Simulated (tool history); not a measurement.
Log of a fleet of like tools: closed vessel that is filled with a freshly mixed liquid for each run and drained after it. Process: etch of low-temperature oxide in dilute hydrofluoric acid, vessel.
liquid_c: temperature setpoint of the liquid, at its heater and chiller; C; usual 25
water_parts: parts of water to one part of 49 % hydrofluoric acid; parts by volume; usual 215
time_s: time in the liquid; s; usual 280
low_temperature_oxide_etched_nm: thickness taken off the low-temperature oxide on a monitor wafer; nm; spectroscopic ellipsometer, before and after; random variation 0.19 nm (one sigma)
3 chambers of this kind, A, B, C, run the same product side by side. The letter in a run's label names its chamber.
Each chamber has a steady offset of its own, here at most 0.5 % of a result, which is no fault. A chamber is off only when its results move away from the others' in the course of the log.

| run | hour | liquid_c | water_parts | time_s | hours since the thermometer was replaced | hours since the hydrofluoric acid flow meter was replaced | read-back film thickness of the low-temperature oxide reference wafer, read on the same gauge (nm) | low_temperature_oxide_etched_nm |
|---|---|---|---|---|---|---|---|---|
| 1B | 3.1 | 25 | 215 | 280 | 1275.3 | 1114.5 | 139.99 | 24.644 |
| 2A | 6.2 | 25 | 215 | 280 | 2318.5 | 1115.2 | 140 | 24.199 |
| 3C | 8.7 | 25 | 215 | 280 | 324.9 | 473.6 | 140.01 | 24.519 |
| 4B | 10.8 | 25 | 215 | 280 | 1283 | 1122.2 | 139.99 | 24.13 |
| 5C | 13 | 25 | 215 | 280 | 329.2 | 477.9 | 139.99 | 24.766 |
| 6A | 15.8 | 25 | 215 | 280 | 2328.1 | 1124.8 | 140.02 | 24.673 |
| 7C | 18.7 | 25 | 215 | 280 | 334.9 | 483.6 | 140.01 | 25.165 |
|  | 21.4 | chamber A: thermometer replaced |
| 8B | 22 | 25 | 215 | 280 | 1294.2 | 1133.4 | 140.01 | 24.335 |
| 9A | 26.2 | 25 | 215 | 280 | 4.9 | 1135.2 | 139.99 | 24.415 |
| 10B | 30.1 | 25 | 215 | 280 | 1302.3 | 1141.5 | 140.01 | 24.59 |
| 11C | 34.3 | 25 | 215 | 280 | 350.5 | 499.2 | 140.01 | 24.754 |
| 12A | 36.8 | 25 | 215 | 280 | 15.5 | 1145.8 | 139.97 | 24.199 |
| 13C | 40.4 | 25 | 215 | 280 | 356.6 | 505.3 | 140.01 | 25.244 |
| 14B | 42.6 | 25 | 215 | 280 | 1314.8 | 1154 | 140.04 | 24.831 |
| 15A | 45.6 | 25 | 215 | 280 | 24.3 | 1154.6 | 140 | 24.691 |
| 16A | 48.3 | 25 | 215 | 280 | 27 | 1157.3 | 139.99 | 24.556 |
| 17B | 50.4 | 25 | 215 | 280 | 1322.6 | 1161.8 | 140 | 24.254 |
| 18C | 52.5 | 25 | 215 | 280 | 368.7 | 517.4 | 139.99 | 25.054 |
| 19A | 55.4 | 25 | 215 | 280 | 34.1 | 1164.4 | 140 | 24.545 |
| 20C | 59.6 | 25 | 215 | 280 | 375.8 | 524.5 | 139.96 | 25.084 |
| 21B | 64 | 25 | 215 | 280 | 1336.2 | 1175.4 | 140 | 24.621 |
| 22B | 67.9 | 25 | 215 | 280 | 1340.1 | 1179.3 | 140.01 | 24.934 |
| 23C | 71 | 25 | 215 | 280 | 387.2 | 535.9 | 140.01 | 25.336 |
| 24A | 73.9 | 25 | 250 | 410 | 52.6 | 1182.9 | 139.97 | 29.276 |
| 25C | 77.4 | 25 | 250 | 410 | 393.6 | 542.3 | 140.01 | 31.076 |
| 26A | 80.6 | 25 | 250 | 410 | 59.3 | 1189.6 | 140.01 | 29.504 |
| 27B | 84.9 | 25 | 215 | 280 | 1357.1 | 1196.3 | 140.01 | 24.628 |
| 28B | 88.8 | 25 | 215 | 280 | 1361 | 1200.2 | 139.99 | 24.559 |
| 29A | 90.8 | 25 | 215 | 280 | 69.5 | 1199.8 | 140.01 | 24.535 |
| 30C | 93.5 | 25 | 215 | 280 | 409.7 | 558.4 | 139.99 | 25.966 |
| 31B | 96.8 | 25 | 215 | 280 | 1369 | 1208.2 | 139.99 | 24.552 |
| 32A | 100.7 | 25 | 215 | 280 | 79.4 | 1209.7 | 139.99 | 24.56 |
| 33C | 104 | 25 | 215 | 280 | 420.2 | 568.9 | 140.02 | 25.999 |
| 34C | 107.1 | 25 | 215 | 280 | 423.3 | 572 | 139.98 | 26.194 |
| 35A | 109.1 | 25 | 215 | 280 | 87.8 | 1218.1 | 140 | 24.588 |
| 36B | 111.5 | 25 | 215 | 280 | 1383.7 | 1222.9 | 140.01 | 24.755 |
| 37B | 115.6 | 25 | 215 | 280 | 1387.8 | 1227 | 139.99 | 24.486 |
| 38C | 118.2 | 25 | 215 | 280 | 434.4 | 583.1 | 140.03 | 26.235 |
| 39A | 122.2 | 25 | 215 | 280 | 100.9 | 1231.2 | 140 | 24.327 |
| 40B | 126.1 | 25 | 215 | 280 | 1398.3 | 1237.5 | 139.99 | 24.626 |
| 41A | 130.3 | 25 | 215 | 280 | 109 | 1239.3 | 139.98 | 24.359 |
| 42C | 133.3 | 25 | 215 | 280 | 449.5 | 598.2 | 140.01 | 26.624 |

Next, every chamber runs the same settings. What will each give?
| 43A | 136.4 | 25 | 215 | 280 |  |  |  | ? |
| 43B | 136.4 | 25 | 215 | 280 |  |  |  | ? |
| 43C | 136.4 | 25 | 215 | 280 |  |  |  | ? |

| run | low_temperature_oxide_etched_nm |
|---|---|
| 43A | 24.492 |
| 43B | 24.258 |
| 43C | 26.539 |
